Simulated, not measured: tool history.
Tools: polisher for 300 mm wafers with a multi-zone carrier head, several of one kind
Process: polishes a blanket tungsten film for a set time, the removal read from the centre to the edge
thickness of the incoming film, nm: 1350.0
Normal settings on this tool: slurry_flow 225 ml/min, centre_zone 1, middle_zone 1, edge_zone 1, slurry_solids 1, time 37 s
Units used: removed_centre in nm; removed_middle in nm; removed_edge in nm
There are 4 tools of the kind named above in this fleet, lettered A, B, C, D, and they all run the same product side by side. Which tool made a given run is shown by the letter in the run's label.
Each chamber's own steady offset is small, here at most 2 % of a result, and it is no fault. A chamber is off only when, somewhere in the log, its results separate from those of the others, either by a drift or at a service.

run,hour,slurry_flow,centre_zone,middle_zone,edge_zone,slurry_solids,time,wafers polished on this pad,hours since the slurry nozzle was cleaned,hours since the centre zone pressure was calibrated,hours since the edge zone pressure was calibrated,removed_centre,removed_middle,removed_edge
# hour 2.5: chamber A: worn pad replaced by a new one
1B,6.3,225,1,1,1,1,37,356,301.6,515.9,315.5,137.28,131.88,135.45
# hour 8.8: chamber C: worn pad replaced by a new one
# hour 9: chamber C: centre zone pressure recalibrated
2D,14,225,1,1,1,1,37,173,366.1,15.1,584.2,130.54,132.5,130.02
3A,21.7,225,1,1,1,1,37,163,316.9,343.8,981.2,130.48,131.38,135.16
4C,31.4,225,1,1,1,1,37,192,578.6,22.4,175.9,134.27,132.54,133.2
5A,38.8,225,1,1,1,1,37,308,334,360.9,998.3,127.6,131.21,130.33
6C,45.9,225,1,1,1,1,37,315,593.1,36.9,190.4,131.61,131.75,134.51
7D,56.4,225,1,1,1,1,37,533,408.5,57.5,626.6,130.99,131.88,130.97
# hour 63.9: chamber D: worn pad replaced by a new one
8B,64.3,225,1,1,1,1,37,848,359.6,573.9,373.5,132.98,129.31,134.99
# hour 67.3: chamber A: worn pad replaced by a new one
# hour 70.7: chamber C: worn pad replaced by a new one
# hour 72.3: chamber D: slurry nozzle cleaned
9D,74,225,1,1,1,1,37,85,1.7,75.1,644.2,129.4,132.33,134.52
10B,81.4,225,1,1,1,1,37,994,376.7,591,390.6,130.92,130.36,134.07
# hour 86: chamber B: worn pad replaced by a new one
11A,92.8,150,1,1,1,0.75,37,217,388,414.9,1052.3,113.77,115.99,118.69
12C,98.5,150,1,1,1,0.75,37,236,645.7,89.5,243,114.14,116.06,120.19
13A,105.1,150,1,1,1,0.75,37,321,400.3,427.2,1064.6,111.24,116.64,116.22
# hour 116.2: chamber A: centre zone pressure recalibrated
14C,116.9,150,1,1,1,0.75,37,392,664.1,107.9,261.4,114.97,117.68,120.41
15D,122.7,225,1,1,1,1,37,499,50.4,123.8,692.9,133.12,132.03,133.74
16B,128.4,225,1,1,1,1,37,360,423.7,638,437.6,131.6,130.61,133.48
# hour 131.8: chamber A: worn pad replaced by a new one
# hour 135.3: chamber C: worn pad replaced by a new one
17A,139.8,225,1,1,1,1,37,68,435,23.7,1099.3,130.1,131.48,133.47
# hour 144.2: chamber D: worn pad replaced by a new one
18D,151.6,150,1,1,1,0.7,37,62,79.3,152.7,721.8,113.27,114.66,116.78
19B,163.2,150,1,1,1,0.7,37,656,458.5,672.8,472.4,113.59,112.99,118.41
20C,171,150,1,1,1,0.7,37,303,718.2,162,315.5,109.55,114.42,117.12
21C,181.3,150,1,1,1,0.7,37,390,728.5,172.3,325.8,114.43,115.59,115.69
# hour 185.9: chamber C: slurry nozzle cleaned
22A,191.8,225,1,1,1,1,37,509,487,75.7,1151.3,129.13,131.61,133.91
# hour 196.1: chamber C: worn pad replaced by a new one
# hour 197.6: chamber A: worn pad replaced by a new one
23B,197.6,225,1,1,1,1,37,948,492.9,707.2,506.8,131.38,130.45,133.32
24D,207.9,225,1,1,1,1,37,540,135.6,209,778.1,131.99,132.66,133.04
# hour 208.6: chamber B: worn pad replaced by a new one
# hour 212: chamber D: worn pad replaced by a new one
25C,215.8,225,1,1,1,1,37,168,30,206.8,360.3,133.58,132.86,132.26
26D,221.8,225,1,1,1,1,37,83,149.5,222.9,792,132.49,132.1,130.93
27B,228.6,225,1,1,1,1,37,170,523.9,738.2,537.8,132.96,130.87,133.97
28A,239.7,225,1,1,1,1,37,357,534.9,123.6,1199.2,131.4,132.61,131.48
# hour 251: chamber C: worn pad replaced by a new one
29C,251.4,225,1,1,1,1,37,3,65.6,242.4,395.9,133.1,131.2,132.87
# hour 255.5: chamber A: slurry nozzle cleaned
30D,259.8,225,1,1,1,1,37,406,187.5,260.9,830,132.3,129.9,133.01
31B,266.3,225,1,1,1,1,37,490,561.6,775.9,575.5,131.45,129.57,134.34
# hour 266.8: chamber A: worn pad replaced by a new one
32A,275.1,225,1,1,1,1,37,70,19.6,159,1234.6,130.77,131.7,132.76
33D,281.5,225,1,1,1,1,37,590,209.2,282.6,851.7,135.41,133.18,133.1

Which is it: a chamber that has drifted or been left off by a service, a gauge drift common to all chambers, or only each chamber's usual small offset? If a chamber is off, name it and its likeliest cause.

No chamber stands off beyond its own small offset, and the gauge holds steady.
